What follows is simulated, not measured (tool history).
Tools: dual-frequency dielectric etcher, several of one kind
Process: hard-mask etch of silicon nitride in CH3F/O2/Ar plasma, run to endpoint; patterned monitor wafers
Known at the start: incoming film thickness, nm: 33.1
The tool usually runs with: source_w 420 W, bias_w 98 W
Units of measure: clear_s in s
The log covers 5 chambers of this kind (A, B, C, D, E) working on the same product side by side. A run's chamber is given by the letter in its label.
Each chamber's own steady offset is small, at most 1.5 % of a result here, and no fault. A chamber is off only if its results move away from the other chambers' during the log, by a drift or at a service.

Run 1E, hour 2.2: usual settings. Result: clear_s 42.701 s.
Run 2D, hour 4: usual settings. Result: clear_s 41.899 s.
Run 3C, hour 6.2: usual settings. Result: clear_s 42.049 s.
Run 4A, hour 10.2: usual settings. Result: clear_s 41.106 s.
Run 5B, hour 12.2: usual settings. Result: clear_s 42.609 s.
Run 6D, hour 15.1: usual settings. Result: clear_s 41.257 s.
Run 7B, hour 17.3: usual settings but source_w 380 W. Result: clear_s 44.121 s.
Run 8E, hour 20.3: usual settings but source_w 380 W. Result: clear_s 44.232 s.
At hour 20.6: chamber D: wet clean of the chamber.
Run 9A, hour 23.7: usual settings but source_w 380 W. Result: clear_s 43.469 s.
Run 10C, hour 27.7: usual settings but source_w 380 W. Result: clear_s 43.438 s.
Run 11D, hour 31.5: usual settings but source_w 380 W. Result: clear_s 43.139 s.
Run 12C, hour 35.2: usual settings. Result: clear_s 42.4 s.
Run 13A, hour 39.2: usual settings. Result: clear_s 41.982 s.
Run 14B, hour 41.4: usual settings. Result: clear_s 42.205 s.
Run 15E, hour 44.2: usual settings. Result: clear_s 42.344 s.
Run 16D, hour 47.8: usual settings. Result: clear_s 42.062 s.
At hour 51.5: chamber B: wet clean of the chamber.
Run 17E, hour 51.6: usual settings. Result: clear_s 42.4 s.
Run 18A, hour 54.7: usual settings. Result: clear_s 41.759 s.
At hour 57.8: chamber E: wet clean of the chamber.
Run 19C, hour 58.4: usual settings. Result: clear_s 42.104 s.
Run 20B, hour 60.4: usual settings. Result: clear_s 42.795 s.
Run 21A, hour 64.6: usual settings. Result: clear_s 41.517 s.
Run 22E, hour 66.7: usual settings. Result: clear_s 44.298 s.
Run 23D, hour 70.9: usual settings. Result: clear_s 41.92 s.
Run 24C, hour 73.3: usual settings. Result: clear_s 42.208 s.
Run 25B, hour 76.9: usual settings. Result: clear_s 42.743 s.
Run 26C, hour 80.5: usual settings but source_w 370 W, bias_w 111 W. Result: clear_s 42.011 s.
Run 27E, hour 83.7: usual settings but source_w 370 W, bias_w 111 W. Result: clear_s 44.079 s.
Run 28D, hour 85.6: usual settings but source_w 370 W, bias_w 111 W. Result: clear_s 41.645 s.
Run 29A, hour 87.7: usual settings but source_w 370 W, bias_w 111 W. Result: clear_s 41.316 s.
Run 30B, hour 91.5: usual settings but source_w 370 W, bias_w 111 W. Result: clear_s 42.264 s.
Run 31D, hour 95.4: usual settings. Result: clear_s 41.849 s.
Run 32A, hour 97.6: usual settings. Result: clear_s 41.503 s.
Run 33B, hour 101.6: usual settings. Result: clear_s 42.504 s.
Run 34E, hour 104.9: usual settings. Result: clear_s 43.753 s.
Run 35C, hour 107.8: usual settings. Result: clear_s 41.697 s.
Run 36A, hour 111.1: usual settings. Result: clear_s 41.583 s.

Each of the 5 chambers runs these same settings next. Fill in every chamber's results:
Run 37A, hour 114.2: usual settings but source_w 500 W. Result: clear_s ?.
Run 37B, hour 114.2: usual settings but source_w 500 W. Result: clear_s ?.
Run 37C, hour 114.2: usual settings but source_w 500 W. Result: clear_s ?.
Run 37D, hour 114.2: usual settings but source_w 500 W. Result: clear_s ?.
Run 37E, hour 114.2: usual settings but source_w 500 W. Result: clear_s ?.

run  clear_s
37A   38.986
37B   39.824
37C   39.437
37D    38.82
37E   41.174
